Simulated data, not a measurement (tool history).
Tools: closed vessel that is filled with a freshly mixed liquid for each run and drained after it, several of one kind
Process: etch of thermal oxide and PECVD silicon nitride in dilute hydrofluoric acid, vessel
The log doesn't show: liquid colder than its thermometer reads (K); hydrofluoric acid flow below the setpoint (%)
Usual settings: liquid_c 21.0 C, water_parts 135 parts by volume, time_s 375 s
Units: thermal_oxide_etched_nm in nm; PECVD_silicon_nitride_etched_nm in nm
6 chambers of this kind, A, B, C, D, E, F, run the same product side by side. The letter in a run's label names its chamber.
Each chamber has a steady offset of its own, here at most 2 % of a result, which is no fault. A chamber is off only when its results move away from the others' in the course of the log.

| run | hour | liquid_c | water_parts | time_s | hours since the thermometer was replaced | hours since the hydrofluoric acid flow meter was replaced | read-back film thickness of the thermal oxide reference wafer, read on the same gauge (nm) | read-back film thickness of the PECVD silicon nitride reference wafer, read on the same gauge (nm) | thermal_oxide_etched_nm | PECVD_silicon_nitride_etched_nm |
|---|---|---|---|---|---|---|---|---|---|---|
| 1F | 9.0 | 21.0 | 135 | 375 | 314.2 | 188.1 | 90.018 | 100.010 | 10.8040 | 12.7390 |
| 2A | 16.4 | 21.0 | 135 | 375 | 268.9 | 1096.0 | 89.998 | 99.993 | 10.8430 | 13.1390 |
| 3B | 22.3 | 21.0 | 135 | 375 | 2276.4 | 327.3 | 90.016 | 100.010 | 10.9300 | 12.9620 |
| 4C | 26.9 | 21.0 | 135 | 375 | 509.8 | 1549.6 | 90.010 | 99.986 | 10.9130 | 13.1530 |
| 5D | 34.3 | 21.0 | 135 | 375 | 1047.6 | 458.5 | 90.010 | 100.060 | 10.7760 | 12.9240 |
| 6E | 41.9 | 21.0 | 135 | 375 | 884.4 | 1212.6 | 89.985 | 99.972 | 10.6690 | 13.1060 |
| 7A | 48.7 | 21.0 | 135 | 375 | 301.2 | 1128.3 | 89.992 | 100.040 | 10.8310 | 13.0550 |
| 8B | 58.8 | 21.0 | 135 | 375 | 2312.9 | 363.8 | 90.011 | 99.967 | 10.8070 | 13.2120 |
| 9E | 67.3 | 21.0 | 135 | 375 | 909.8 | 1238.0 | 89.993 | 100.020 | 10.6080 | 12.8500 |
| 10F | 74.3 | 21.0 | 135 | 375 | 379.5 | 253.4 | 90.006 | 100.030 | 10.8120 | 12.8850 |
| 11C | 80.5 | 21.0 | 135 | 375 | 563.4 | 1603.2 | 90.002 | 100.030 | 10.8040 | 13.1470 |
| 12D | 88.2 | 21.0 | 180 | 375 | 1101.5 | 512.4 | 90.006 | 100.020 | 7.6569 | 9.7363 |
| 13B | 94.1 | 21.0 | 180 | 375 | 2348.2 | 399.1 | 89.999 | 100.030 | 7.7655 | 9.8855 |
| 14A | 104.0 | 21.0 | 180 | 375 | 356.5 | 1183.6 | 90.001 | 100.050 | 7.8209 | 9.6688 |
| 15C | 109.5 | 21.0 | 180 | 375 | 592.4 | 1632.2 | 89.976 | 99.988 | 7.8523 | 9.6997 |
| 16E | 119.0 | 21.0 | 180 | 375 | 961.5 | 1289.7 | 89.991 | 100.010 | 7.6657 | 9.7667 |
| 17F | 128.3 | 21.0 | 180 | 375 | 433.5 | 307.4 | 90.000 | 100.010 | 7.6574 | 9.6357 |
| 18D | 135.1 | 21.0 | 110 | 375 | 1148.4 | 559.3 | 89.984 | 100.010 | 13.6160 | 15.8480 |
| 19A | 144.9 | 21.0 | 110 | 375 | 397.4 | 1224.5 | 90.018 | 99.988 | 13.7000 | 15.6510 |
| 20F | 152.0 | 21.0 | 110 | 375 | 457.2 | 331.1 | 90.004 | 100.020 | 13.6290 | 15.7360 |
| 21C | 160.2 | 21.0 | 110 | 375 | 643.1 | 1682.9 | 90.017 | 100.010 | 13.5870 | 15.5800 |
| 22E | 170.1 | 21.0 | 110 | 375 | 1012.6 | 1340.8 | 90.008 | 100.030 | 13.3700 | 15.8040 |
| 23B | 179.5 | 21.0 | 110 | 375 | 2433.6 | 484.5 | 90.029 | 100.010 | 13.6350 | 15.6850 |
| 24D | 185.3 | 21.0 | 135 | 375 | 1198.6 | 609.5 | 89.984 | 100.020 | 10.6810 | 13.0350 |
| 25E | 195.6 | 21.0 | 135 | 375 | 1038.1 | 1366.3 | 90.012 | 100.020 | 10.7850 | 12.9310 |
| 26F | 202.6 | 21.0 | 135 | 375 | 507.8 | 381.7 | 90.000 | 99.989 | 10.8740 | 12.6780 |
|  | 207.5 | chamber D: thermometer replaced |
| 27C | 207.6 | 21.0 | 135 | 375 | 690.5 | 1730.3 | 89.993 | 99.955 | 10.7160 | 12.3510 |
| 28D | 215.8 | 21.0 | 135 | 375 | 8.4 | 640.0 | 89.992 | 99.973 | 10.8070 | 13.1450 |
|  | 216.7 | chamber A: hydrofluoric acid flow meter replaced |
| 29A | 223.3 | 17.5 | 135 | 590 | 475.8 | 6.6 | 90.001 | 100.010 | 14.9310 | 15.8350 |
| 30B | 229.3 | 17.5 | 135 | 590 | 2483.4 | 534.3 | 89.989 | 99.968 | 14.9200 | 16.1450 |
| 31F | 239.1 | 17.5 | 135 | 590 | 544.3 | 418.2 | 89.987 | 99.985 | 14.9650 | 15.8880 |
| 32A | 246.1 | 17.5 | 135 | 590 | 498.6 | 29.4 | 90.000 | 99.991 | 14.9500 | 16.2500 |
| 33D | 251.0 | 17.5 | 135 | 590 | 43.6 | 675.2 | 89.993 | 99.990 | 14.5720 | 16.4020 |
| 34E | 258.4 | 17.5 | 135 | 590 | 1100.9 | 1429.1 | 89.988 | 100.020 | 14.6180 | 16.2670 |
| 35C | 265.4 | 21.0 | 135 | 375 | 748.3 | 1788.1 | 90.010 | 100.010 | 10.4240 | 12.1070 |
| 36B | 273.7 | 17.5 | 105 | 375 | 2527.8 | 578.7 | 89.977 | 99.989 | 12.5890 | 13.3390 |
| 37B | 282.9 | 17.5 | 105 | 375 | 2537.0 | 587.9 | 90.010 | 100.030 | 12.4490 | 13.2410 |
| 38C | 291.0 | 17.5 | 105 | 375 | 773.9 | 1813.7 | 90.004 | 100.030 | 11.9340 | 11.8330 |
|  | 291.8 | chamber D: hydrofluoric acid flow meter replaced |
| 39A | 297.4 | 17.5 | 105 | 375 | 549.9 | 80.7 | 89.992 | 100.060 | 12.6090 | 12.9420 |
| 40D | 307.0 | 17.5 | 105 | 375 | 99.6 | 15.3 | 89.987 | 99.991 | 12.3760 | 13.0720 |
| 41F | 317.5 | 17.5 | 105 | 375 | 622.7 | 496.6 | 89.995 | 99.996 | 12.3950 | 12.9690 |

All 6 chambers run these settings next. Forecast each chamber's results:
| 42A | 325.1 | 23.0 | 135 | 375 |  |  |  |  | ? | ? |
| 42B | 325.1 | 23.0 | 135 | 375 |  |  |  |  | ? | ? |
| 42C | 325.1 | 23.0 | 135 | 375 |  |  |  |  | ? | ? |
| 42D | 325.1 | 23.0 | 135 | 375 |  |  |  |  | ? | ? |
| 42E | 325.1 | 23.0 | 135 | 375 |  |  |  |  | ? | ? |
| 42F | 325.1 | 23.0 | 135 | 375 |  |  |  |  | ? | ? |

| run | thermal_oxide_etched_nm | PECVD_silicon_nitride_etched_nm |
|---|---|---|
| 42A | 11.9210 | 14.8710 |
| 42B | 11.7640 | 14.9760 |
| 42C | 11.1340 | 13.2720 |
| 42D | 11.7040 | 14.6850 |
| 42E | 11.5750 | 14.7070 |
| 42F | 11.7190 | 14.3230 |

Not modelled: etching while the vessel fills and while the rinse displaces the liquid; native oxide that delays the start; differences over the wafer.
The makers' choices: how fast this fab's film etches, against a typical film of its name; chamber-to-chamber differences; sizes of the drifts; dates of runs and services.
